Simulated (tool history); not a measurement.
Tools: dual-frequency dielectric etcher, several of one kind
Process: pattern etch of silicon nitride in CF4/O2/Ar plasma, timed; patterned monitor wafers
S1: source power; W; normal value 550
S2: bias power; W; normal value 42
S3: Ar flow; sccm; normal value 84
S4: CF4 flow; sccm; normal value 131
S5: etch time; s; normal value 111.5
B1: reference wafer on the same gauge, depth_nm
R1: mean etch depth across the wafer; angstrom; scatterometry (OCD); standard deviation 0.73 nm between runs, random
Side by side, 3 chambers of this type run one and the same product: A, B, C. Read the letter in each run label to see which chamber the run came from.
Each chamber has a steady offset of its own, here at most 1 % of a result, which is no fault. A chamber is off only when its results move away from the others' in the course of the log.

{"run": "1B", "hour": 4.8, "S1": 550, "S2": 42, "S3": 84, "S4": 131, "S5": 111.5, "B1": 206.94, "R1": 2274.4}
{"run": "2A", "hour": 7.8, "S1": 550, "S2": 42, "S3": 84, "S4": 131, "S5": 111.5, "B1": 207.21, "R1": 2284.1}
{"run": "3C", "hour": 12.9, "S1": 550, "S2": 42, "S3": 84, "S4": 131, "S5": 111.5, "B1": 206.96, "R1": 2295.9}
{"run": "4B", "hour": 16.3, "S1": 550, "S2": 42, "S3": 84, "S4": 131, "S5": 111.5, "B1": 206.97, "R1": 2273.1}
{"run": "5C", "hour": 21.9, "S1": 550, "S2": 42, "S3": 84, "S4": 131, "S5": 111.5, "B1": 207.04, "R1": 2288.5}
{"run": "6A", "hour": 25.7, "S1": 550, "S2": 42, "S3": 84, "S4": 131, "S5": 111.5, "B1": 207.23, "R1": 2285.1}
{"run": "7A", "hour": 29.0, "S1": 550, "S2": 42, "S3": 84, "S4": 131, "S5": 111.5, "B1": 207.14, "R1": 2281.9}
{"run": "8C", "hour": 31.9, "S1": 550, "S2": 42, "S3": 84, "S4": 131, "S5": 111.5, "B1": 207.19, "R1": 2296.6}
{"run": "9B", "hour": 34.7, "S1": 550, "S2": 42, "S3": 84, "S4": 131, "S5": 111.5, "B1": 206.99, "R1": 2263.0}
{"run": "10A", "hour": 37.8, "S1": 550, "S2": 42, "S3": 84, "S4": 157, "S5": 111.5, "B1": 206.94, "R1": 2324.1}
{"run": "11B", "hour": 42.0, "S1": 550, "S2": 42, "S3": 84, "S4": 157, "S5": 111.5, "B1": 207.01, "R1": 2312.4}
{"run": "12C", "hour": 44.6, "S1": 550, "S2": 42, "S3": 84, "S4": 157, "S5": 111.5, "B1": 206.92, "R1": 2336.9}
{"run": "13B", "hour": 50.2, "S1": 550, "S2": 42, "S3": 84, "S4": 131, "S5": 111.5, "B1": 207.07, "R1": 2262.7}
{"run": "14A", "hour": 55.0, "S1": 550, "S2": 42, "S3": 84, "S4": 131, "S5": 111.5, "B1": 206.92, "R1": 2276.7}
{"run": "15C", "hour": 57.6, "S1": 550, "S2": 42, "S3": 84, "S4": 131, "S5": 111.5, "B1": 207.05, "R1": 2297.3}
{"run": "16B", "hour": 60.1, "S1": 550, "S2": 42, "S3": 84, "S4": 131, "S5": 111.5, "B1": 207.03, "R1": 2260.9}
{"run": "17A", "hour": 64.9, "S1": 550, "S2": 42, "S3": 84, "S4": 131, "S5": 111.5, "B1": 206.94, "R1": 2283.9}
{"run": "18C", "hour": 69.8, "S1": 550, "S2": 42, "S3": 84, "S4": 131, "S5": 111.5, "B1": 206.95, "R1": 2287.6}
{"run": "19C", "hour": 72.8, "S1": 550, "S2": 42, "S3": 84, "S4": 131, "S5": 111.5, "B1": 207.12, "R1": 2286.9}
{"run": "20A", "hour": 77.0, "S1": 550, "S2": 42, "S3": 84, "S4": 131, "S5": 111.5, "B1": 207.18, "R1": 2291.2}
{"run": "21B", "hour": 81.7, "S1": 550, "S2": 42, "S3": 66, "S4": 116, "S5": 111.5, "B1": 207.01, "R1": 2295.8}
{"hour": 83.1, "done": "chamber A: source power generator calibrated"}
{"run": "22C", "hour": 85.5, "S1": 550, "S2": 42, "S3": 66, "S4": 116, "S5": 111.5, "B1": 207.07, "R1": 2323.4}
{"run": "23B", "hour": 90.0, "S1": 550, "S2": 42, "S3": 66, "S4": 116, "S5": 111.5, "B1": 207.14, "R1": 2304.8}
{"run": "24A", "hour": 93.8, "S1": 550, "S2": 42, "S3": 84, "S4": 131, "S5": 111.5, "B1": 206.98, "R1": 2351.2}
{"run": "25B", "hour": 96.8, "S1": 550, "S2": 42, "S3": 84, "S4": 131, "S5": 111.5, "B1": 206.98, "R1": 2273.3}
{"run": "26A", "hour": 102.5, "S1": 550, "S2": 42, "S3": 92, "S4": 131, "S5": 97.0, "B1": 206.85, "R1": 2017.1}
{"run": "27C", "hour": 106.8, "S1": 550, "S2": 42, "S3": 92, "S4": 131, "S5": 97.0, "B1": 207.03, "R1": 1964.0}
{"run": "28B", "hour": 111.7, "S1": 550, "S2": 42, "S3": 92, "S4": 131, "S5": 97.0, "B1": 206.86, "R1": 1949.4}
{"run": "29A", "hour": 117.4, "S1": 690, "S2": 42, "S3": 84, "S4": 131, "S5": 111.5, "B1": 207.02, "R1": 2854.8}
{"run": "30C", "hour": 120.5, "S1": 690, "S2": 42, "S3": 84, "S4": 131, "S5": 111.5, "B1": 207.08, "R1": 2798.1}
{"run": "31C", "hour": 123.5, "S1": 690, "S2": 42, "S3": 84, "S4": 131, "S5": 111.5, "B1": 206.98, "R1": 2787.7}
{"run": "32A", "hour": 127.1, "S1": 550, "S2": 42, "S3": 93, "S4": 131, "S5": 111.5, "B1": 207.23, "R1": 2324.1}
{"run": "33B", "hour": 130.9, "S1": 550, "S2": 42, "S3": 93, "S4": 131, "S5": 111.5, "B1": 207.05, "R1": 2237.6}
{"run": "34B", "hour": 135.2, "S1": 550, "S2": 42, "S3": 93, "S4": 131, "S5": 111.5, "B1": 206.91, "R1": 2257.0}

The same settings go to every chamber for the next run, one line per chamber below. Forecast the results for each:
{"run": "35A", "hour": 139.3, "S1": 550, "S2": 42, "S3": 84, "S4": 156, "S5": 111.5, "R1": "?"}
{"run": "35B", "hour": 139.3, "S1": 550, "S2": 42, "S3": 84, "S4": 156, "S5": 111.5, "R1": "?"}
{"run": "35C", "hour": 139.3, "S1": 550, "S2": 42, "S3": 84, "S4": 156, "S5": 111.5, "R1": "?"}

run=35A R1=2389.9
run=35B R1=2311.8
run=35C R1=2319.4
